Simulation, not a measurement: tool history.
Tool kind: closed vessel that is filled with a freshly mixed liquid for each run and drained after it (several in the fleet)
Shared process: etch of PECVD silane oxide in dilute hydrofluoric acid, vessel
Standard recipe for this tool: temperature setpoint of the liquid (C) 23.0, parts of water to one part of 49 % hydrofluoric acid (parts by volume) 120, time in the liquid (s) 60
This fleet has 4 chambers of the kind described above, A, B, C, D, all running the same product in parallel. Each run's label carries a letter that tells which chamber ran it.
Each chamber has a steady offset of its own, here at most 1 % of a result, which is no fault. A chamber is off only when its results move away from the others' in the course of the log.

run,hour,temperature setpoint of the liquid (C),parts of water to one part of 49 % hydrofluoric acid (parts by volume),time in the liquid (s),"read-back film thickness of the PECVD silane oxide reference wafer, read on the same gauge (nm)",thickness taken off the PECVD silane oxide on a monitor wafer (angstrom)
1B,5.2,23.0,120,60,100.030,137.460
2A,10.7,23.0,120,60,99.988,136.510
3D,13.1,23.0,120,60,99.995,137.750
4C,16.8,23.0,120,60,100.000,138.070
5B,21.9,23.0,120,60,100.040,136.890
# hour 26.7: chamber C: thermometer replaced
6C,27.1,23.0,120,60,100.060,139.290
7D,30.9,21.0,120,60,99.977,127.880
8A,35.8,21.0,120,60,99.985,125.270
9C,40.0,21.0,120,60,100.060,127.290
10B,43.4,21.0,120,60,100.010,126.270
11A,46.3,23.0,165,90,99.972,140.680
12D,49.3,23.0,165,90,100.050,143.050
13C,52.8,23.0,165,90,99.961,145.050
14D,58.3,23.0,165,90,100.000,142.590
15A,63.8,23.0,120,60,100.010,138.260
16B,68.4,23.0,120,60,99.980,135.930
17A,73.6,23.0,120,60,99.970,135.940
18D,76.8,23.0,90,60,99.980,192.040
19C,82.1,23.0,90,60,99.980,194.660
20B,87.2,23.0,90,60,99.998,188.640
21C,91.7,23.0,90,60,99.978,192.540
22A,94.1,20.5,120,60,100.020,124.080
23B,99.2,20.5,120,60,100.020,124.150
24D,104.3,20.5,120,60,100.000,125.630
25D,108.7,20.5,120,60,100.010,125.370
26C,112.1,23.0,120,60,99.993,143.620
27A,114.7,23.0,120,35,100.010,80.023
28B,117.6,23.0,120,35,99.993,80.608
29C,123.0,23.0,120,35,99.984,84.489
30B,127.4,23.0,120,35,99.974,79.360
31D,132.5,23.0,120,60,100.020,137.600
32A,136.5,23.0,120,60,99.949,137.330
33C,139.2,23.0,120,60,100.040,142.940
34D,141.9,23.0,120,60,99.988,137.940
35B,145.9,23.0,120,85,99.972,194.330
36A,149.9,23.0,120,85,100.020,192.820
37C,153.1,23.0,120,85,99.955,204.520
38A,158.4,23.0,120,85,100.050,194.350
39B,162.6,23.0,120,60,99.980,136.320
40D,166.1,23.0,120,60,100.010,138.110
41D,170.5,23.0,120,60,100.010,139.200
42C,173.2,23.0,180,60,100.030,91.696

Next, all 4 chambers run the settings below, one line each with question marks for the results. What does each chamber give?
43A,177.1,23.0,120,45,,?
43B,177.1,23.0,120,45,,?
43C,177.1,23.0,120,45,,?
43D,177.1,23.0,120,45,,?

run,thickness taken off the PECVD silane oxide on a monitor wafer (angstrom)
43A,102.430
43B,102.620
43C,109.760
43D,104.860

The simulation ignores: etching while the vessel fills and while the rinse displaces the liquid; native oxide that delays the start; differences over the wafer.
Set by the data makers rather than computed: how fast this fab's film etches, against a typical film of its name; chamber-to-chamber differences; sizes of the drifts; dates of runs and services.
